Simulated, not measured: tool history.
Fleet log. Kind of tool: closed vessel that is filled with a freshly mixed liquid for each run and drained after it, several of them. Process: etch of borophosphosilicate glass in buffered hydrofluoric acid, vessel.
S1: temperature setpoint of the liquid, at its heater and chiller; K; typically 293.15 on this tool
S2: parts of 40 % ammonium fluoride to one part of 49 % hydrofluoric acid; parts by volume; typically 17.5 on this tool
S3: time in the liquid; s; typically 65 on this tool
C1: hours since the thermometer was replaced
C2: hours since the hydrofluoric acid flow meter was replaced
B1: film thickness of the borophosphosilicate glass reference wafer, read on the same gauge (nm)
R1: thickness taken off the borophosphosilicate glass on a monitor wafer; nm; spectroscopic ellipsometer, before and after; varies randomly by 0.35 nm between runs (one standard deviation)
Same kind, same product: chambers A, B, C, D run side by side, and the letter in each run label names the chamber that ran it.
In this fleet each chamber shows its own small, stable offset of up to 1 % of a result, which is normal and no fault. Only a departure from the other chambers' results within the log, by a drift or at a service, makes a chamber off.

run,hour,S1,S2,S3,C1,C2,B1,R1
1D,4.5,293.15,17.5,65,1139.8,1308.9,100.000,38.043
2A,7.2,293.15,17.5,65,235.4,784.2,99.980,37.100
3C,10.3,293.15,17.5,65,90.2,1668.8,100.010,37.328
4B,14.4,293.15,17.5,65,291.9,335.2,99.986,38.064
5A,18.3,293.15,17.5,65,246.5,795.3,100.010,37.733
6B,21.6,293.15,17.5,65,299.1,342.4,99.980,37.244
7C,24.9,293.15,17.5,65,104.8,1683.4,100.010,37.472
8D,29.1,293.15,17.5,65,1164.4,1333.5,99.996,37.327
9B,33.4,293.15,17.5,65,310.9,354.2,99.975,37.131
10A,37.0,293.15,17.5,65,265.2,814.0,99.997,37.252
11C,39.1,293.15,17.5,65,119.0,1697.6,99.978,37.121
12D,42.4,293.15,17.5,65,1177.7,1346.8,100.000,37.575
13A,44.8,293.15,17.5,65,273.0,821.8,99.988,36.847
14B,47.4,293.15,17.5,65,324.9,368.2,99.958,37.309
15D,52.0,293.15,17.5,65,1187.3,1356.4,99.958,37.968
16C,56.7,293.15,17.5,65,136.6,1715.2,99.992,37.561
17A,60.8,293.15,17.5,65,289.0,837.8,99.990,37.953
18D,63.0,293.15,17.5,65,1198.3,1367.4,99.988,37.437
19C,66.4,293.15,17.5,65,146.3,1724.9,99.997,37.712
20B,68.7,293.15,17.5,65,346.2,389.5,100.000,37.600
21A,72.1,293.15,17.5,65,300.3,849.1,99.970,37.042
22D,76.9,293.15,17.5,65,1212.2,1381.3,99.988,37.177
23B,79.6,297.65,17.5,65,357.1,400.4,99.994,48.185
24C,82.0,297.65,17.5,65,161.9,1740.5,100.020,48.391
25D,84.6,297.65,17.5,65,1219.9,1389.0,100.020,48.171
26B,88.5,297.65,17.5,65,366.0,409.3,99.979,48.193
27C,92.6,293.15,17.5,65,172.5,1751.1,100.010,36.987

Decide between three cases: one chamber stands off from its peers, the gauge reading all wafers drifts, or nothing is wrong past each chamber's small offset. Where a chamber is off, say which and what most likely put it there.

All chambers stay in line apart from their small fixed offsets, and the gauge does not drift.

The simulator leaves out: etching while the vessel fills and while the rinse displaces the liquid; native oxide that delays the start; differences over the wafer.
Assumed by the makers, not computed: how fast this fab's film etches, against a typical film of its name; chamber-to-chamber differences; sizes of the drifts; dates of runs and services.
